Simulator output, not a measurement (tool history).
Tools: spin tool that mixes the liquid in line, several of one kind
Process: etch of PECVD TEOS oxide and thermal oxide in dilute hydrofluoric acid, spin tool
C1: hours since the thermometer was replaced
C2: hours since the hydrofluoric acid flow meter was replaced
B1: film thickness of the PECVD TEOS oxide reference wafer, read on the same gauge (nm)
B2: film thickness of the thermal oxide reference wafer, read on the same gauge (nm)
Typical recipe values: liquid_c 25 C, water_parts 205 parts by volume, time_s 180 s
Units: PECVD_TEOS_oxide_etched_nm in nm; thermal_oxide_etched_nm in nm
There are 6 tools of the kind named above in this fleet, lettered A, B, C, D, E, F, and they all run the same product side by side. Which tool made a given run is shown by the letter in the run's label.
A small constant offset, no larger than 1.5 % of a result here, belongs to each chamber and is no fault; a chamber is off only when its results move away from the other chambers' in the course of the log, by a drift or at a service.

run 1F hour=9.0 | liquid_c=25 water_parts=205 time_s=180 | C1=648.5 C2=51.3 | B1=140.03 B2=90.030 | PECVD_TEOS_oxide_etched_nm=8.2390 thermal_oxide_etched_nm=3.7061
run 2E hour=18.8 | liquid_c=25 water_parts=205 time_s=180 | C1=387.8 C2=284.4 | B1=139.97 B2=90.009 | PECVD_TEOS_oxide_etched_nm=8.1371 thermal_oxide_etched_nm=3.7386
run 3D hour=30.8 | liquid_c=25 water_parts=205 time_s=180 | C1=1027.0 C2=2477.3 | B1=140.03 B2=90.007 | PECVD_TEOS_oxide_etched_nm=8.1742 thermal_oxide_etched_nm=3.7522
run 4B hour=39.1 | liquid_c=25 water_parts=205 time_s=180 | C1=975.9 C2=60.0 | B1=140.01 B2=90.001 | PECVD_TEOS_oxide_etched_nm=8.2561 thermal_oxide_etched_nm=3.6449
run 5C hour=46.2 | liquid_c=25 water_parts=205 time_s=180 | C1=145.7 C2=1010.9 | B1=140.00 B2=90.000 | PECVD_TEOS_oxide_etched_nm=8.2570 thermal_oxide_etched_nm=3.5993
run 6A hour=56.0 | liquid_c=25 water_parts=205 time_s=180 | C1=241.4 C2=1184.1 | B1=139.99 B2=90.005 | PECVD_TEOS_oxide_etched_nm=8.0903 thermal_oxide_etched_nm=3.6966
run 7D hour=66.7 | liquid_c=25 water_parts=205 time_s=180 | C1=1062.9 C2=2513.2 | B1=140.02 B2=89.996 | PECVD_TEOS_oxide_etched_nm=8.2788 thermal_oxide_etched_nm=3.7667
-- hour=67.5 chamber C: hydrofluoric acid flow meter replaced
run 8B hour=72.7 | liquid_c=25 water_parts=205 time_s=180 | C1=1009.5 C2=93.6 | B1=140.01 B2=89.992 | PECVD_TEOS_oxide_etched_nm=8.2386 thermal_oxide_etched_nm=3.6245
run 9F hour=81.3 | liquid_c=25 water_parts=205 time_s=180 | C1=720.8 C2=123.6 | B1=140.01 B2=89.970 | PECVD_TEOS_oxide_etched_nm=8.2450 thermal_oxide_etched_nm=3.8123
run 10C hour=86.8 | liquid_c=25 water_parts=205 time_s=180 | C1=186.3 C2=19.4 | B1=140.00 B2=90.007 | PECVD_TEOS_oxide_etched_nm=8.2384 thermal_oxide_etched_nm=3.6629
run 11A hour=95.1 | liquid_c=25 water_parts=205 time_s=180 | C1=280.5 C2=1223.2 | B1=140.03 B2=90.005 | PECVD_TEOS_oxide_etched_nm=8.1727 thermal_oxide_etched_nm=3.7067
run 12E hour=105.5 | liquid_c=25 water_parts=205 time_s=180 | C1=474.5 C2=371.1 | B1=140.02 B2=89.994 | PECVD_TEOS_oxide_etched_nm=8.2607 thermal_oxide_etched_nm=3.6903
run 13E hour=114.1 | liquid_c=25 water_parts=205 time_s=180 | C1=483.1 C2=379.7 | B1=140.03 B2=90.007 | PECVD_TEOS_oxide_etched_nm=8.1529 thermal_oxide_etched_nm=3.7009
run 14B hour=123.6 | liquid_c=25 water_parts=205 time_s=180 | C1=1060.4 C2=144.5 | B1=140.01 B2=90.003 | PECVD_TEOS_oxide_etched_nm=8.1943 thermal_oxide_etched_nm=3.6550
run 15C hour=130.1 | liquid_c=25 water_parts=205 time_s=180 | C1=229.6 C2=62.7 | B1=139.98 B2=89.995 | PECVD_TEOS_oxide_etched_nm=8.2458 thermal_oxide_etched_nm=3.6454
-- hour=135.5 chamber D: hydrofluoric acid flow meter replaced
run 16D hour=135.6 | liquid_c=25 water_parts=205 time_s=180 | C1=1131.8 C2=0.1 | B1=140.02 B2=90.019 | PECVD_TEOS_oxide_etched_nm=8.2681 thermal_oxide_etched_nm=3.7770
run 17F hour=142.0 | liquid_c=25 water_parts=205 time_s=180 | C1=781.5 C2=184.3 | B1=139.98 B2=89.981 | PECVD_TEOS_oxide_etched_nm=8.2826 thermal_oxide_etched_nm=3.7381
run 18A hour=149.3 | liquid_c=25 water_parts=205 time_s=180 | C1=334.7 C2=1277.4 | B1=140.00 B2=89.999 | PECVD_TEOS_oxide_etched_nm=8.3220 thermal_oxide_etched_nm=3.6433
run 19E hour=157.5 | liquid_c=25 water_parts=205 time_s=180 | C1=526.5 C2=423.1 | B1=139.96 B2=89.991 | PECVD_TEOS_oxide_etched_nm=8.2030 thermal_oxide_etched_nm=3.7067
run 20C hour=163.3 | liquid_c=25 water_parts=205 time_s=180 | C1=262.8 C2=95.9 | B1=140.05 B2=89.982 | PECVD_TEOS_oxide_etched_nm=8.0852 thermal_oxide_etched_nm=3.6676
run 21B hour=173.9 | liquid_c=25 water_parts=205 time_s=245 | C1=1110.7 C2=194.8 | B1=140.04 B2=90.015 | PECVD_TEOS_oxide_etched_nm=11.2140 thermal_oxide_etched_nm=5.0302
run 22A hour=185.9 | liquid_c=25 water_parts=205 time_s=245 | C1=371.3 C2=1314.0 | B1=140.02 B2=90.014 | PECVD_TEOS_oxide_etched_nm=11.0840 thermal_oxide_etched_nm=5.0524
run 23D hour=197.9 | liquid_c=25 water_parts=205 time_s=245 | C1=1194.1 C2=62.4 | B1=139.96 B2=89.998 | PECVD_TEOS_oxide_etched_nm=11.1820 thermal_oxide_etched_nm=5.1613
run 24F hour=207.5 | liquid_c=25 water_parts=205 time_s=245 | C1=847.0 C2=249.8 | B1=139.98 B2=89.997 | PECVD_TEOS_oxide_etched_nm=11.2220 thermal_oxide_etched_nm=5.0390
run 25A hour=212.8 | liquid_c=25 water_parts=205 time_s=245 | C1=398.2 C2=1340.9 | B1=139.98 B2=89.995 | PECVD_TEOS_oxide_etched_nm=11.2900 thermal_oxide_etched_nm=5.0241
-- hour=214.3 chamber D: thermometer replaced
run 26F hour=220.4 | liquid_c=25 water_parts=205 time_s=245 | C1=859.9 C2=262.7 | B1=140.03 B2=89.987 | PECVD_TEOS_oxide_etched_nm=11.2960 thermal_oxide_etched_nm=5.0391
run 27B hour=226.5 | liquid_c=25 water_parts=205 time_s=180 | C1=1163.3 C2=247.4 | B1=140.01 B2=90.011 | PECVD_TEOS_oxide_etched_nm=8.1690 thermal_oxide_etched_nm=3.6859
run 28D hour=237.7 | liquid_c=25 water_parts=205 time_s=180 | C1=23.4 C2=102.2 | B1=139.99 B2=90.026 | PECVD_TEOS_oxide_etched_nm=8.2559 thermal_oxide_etched_nm=3.7157
run 29E hour=248.4 | liquid_c=25 water_parts=205 time_s=180 | C1=617.4 C2=514.0 | B1=139.94 B2=90.001 | PECVD_TEOS_oxide_etched_nm=8.1373 thermal_oxide_etched_nm=3.6534
run 30C hour=260.4 | liquid_c=25 water_parts=205 time_s=180 | C1=359.9 C2=193.0 | B1=140.00 B2=89.998 | PECVD_TEOS_oxide_etched_nm=8.1994 thermal_oxide_etched_nm=3.6633
run 31A hour=270.9 | liquid_c=29 water_parts=260 time_s=180 | C1=456.3 C2=1399.0 | B1=139.99 B2=89.994 | PECVD_TEOS_oxide_etched_nm=7.0791 thermal_oxide_etched_nm=3.1755
run 32F hour=281.8 | liquid_c=29 water_parts=260 time_s=180 | C1=921.3 C2=324.1 | B1=140.04 B2=89.999 | PECVD_TEOS_oxide_etched_nm=7.0653 thermal_oxide_etched_nm=3.1687
run 33E hour=293.4 | liquid_c=29 water_parts=260 time_s=180 | C1=662.4 C2=559.0 | B1=140.04 B2=90.012 | PECVD_TEOS_oxide_etched_nm=6.9736 thermal_oxide_etched_nm=3.2165
run 34B hour=303.7 | liquid_c=29 water_parts=260 time_s=180 | C1=1240.5 C2=324.6 | B1=140.02 B2=90.005 | PECVD_TEOS_oxide_etched_nm=7.0146 thermal_oxide_etched_nm=3.0703
run 35C hour=315.5 | liquid_c=29 water_parts=260 time_s=180 | C1=415.0 C2=248.1 | B1=139.99 B2=89.997 | PECVD_TEOS_oxide_etched_nm=7.0692 thermal_oxide_etched_nm=3.1631
run 36D hour=324.2 | liquid_c=29 water_parts=260 time_s=180 | C1=109.9 C2=188.7 | B1=140.02 B2=90.001 | PECVD_TEOS_oxide_etched_nm=7.0371 thermal_oxide_etched_nm=3.2182

Predict what each chamber gives when all 6 of them run the settings below next.
run 37A hour=333.0 | liquid_c=25 water_parts=205 time_s=180 | PECVD_TEOS_oxide_etched_nm=? thermal_oxide_etched_nm=?
run 37B hour=333.0 | liquid_c=25 water_parts=205 time_s=180 | PECVD_TEOS_oxide_etched_nm=? thermal_oxide_etched_nm=?
run 37C hour=333.0 | liquid_c=25 water_parts=205 time_s=180 | PECVD_TEOS_oxide_etched_nm=? thermal_oxide_etched_nm=?
run 37D hour=333.0 | liquid_c=25 water_parts=205 time_s=180 | PECVD_TEOS_oxide_etched_nm=? thermal_oxide_etched_nm=?
run 37E hour=333.0 | liquid_c=25 water_parts=205 time_s=180 | PECVD_TEOS_oxide_etched_nm=? thermal_oxide_etched_nm=?
run 37F hour=333.0 | liquid_c=25 water_parts=205 time_s=180 | PECVD_TEOS_oxide_etched_nm=? thermal_oxide_etched_nm=?

run=37A PECVD_TEOS_oxide_etched_nm=8.1846 thermal_oxide_etched_nm=3.6910
run=37B PECVD_TEOS_oxide_etched_nm=8.3416 thermal_oxide_etched_nm=3.6845
run=37C PECVD_TEOS_oxide_etched_nm=8.1636 thermal_oxide_etched_nm=3.6783
run=37D PECVD_TEOS_oxide_etched_nm=8.1660 thermal_oxide_etched_nm=3.6911
run=37E PECVD_TEOS_oxide_etched_nm=8.2913 thermal_oxide_etched_nm=3.7209
run=37F PECVD_TEOS_oxide_etched_nm=8.2445 thermal_oxide_etched_nm=3.7198

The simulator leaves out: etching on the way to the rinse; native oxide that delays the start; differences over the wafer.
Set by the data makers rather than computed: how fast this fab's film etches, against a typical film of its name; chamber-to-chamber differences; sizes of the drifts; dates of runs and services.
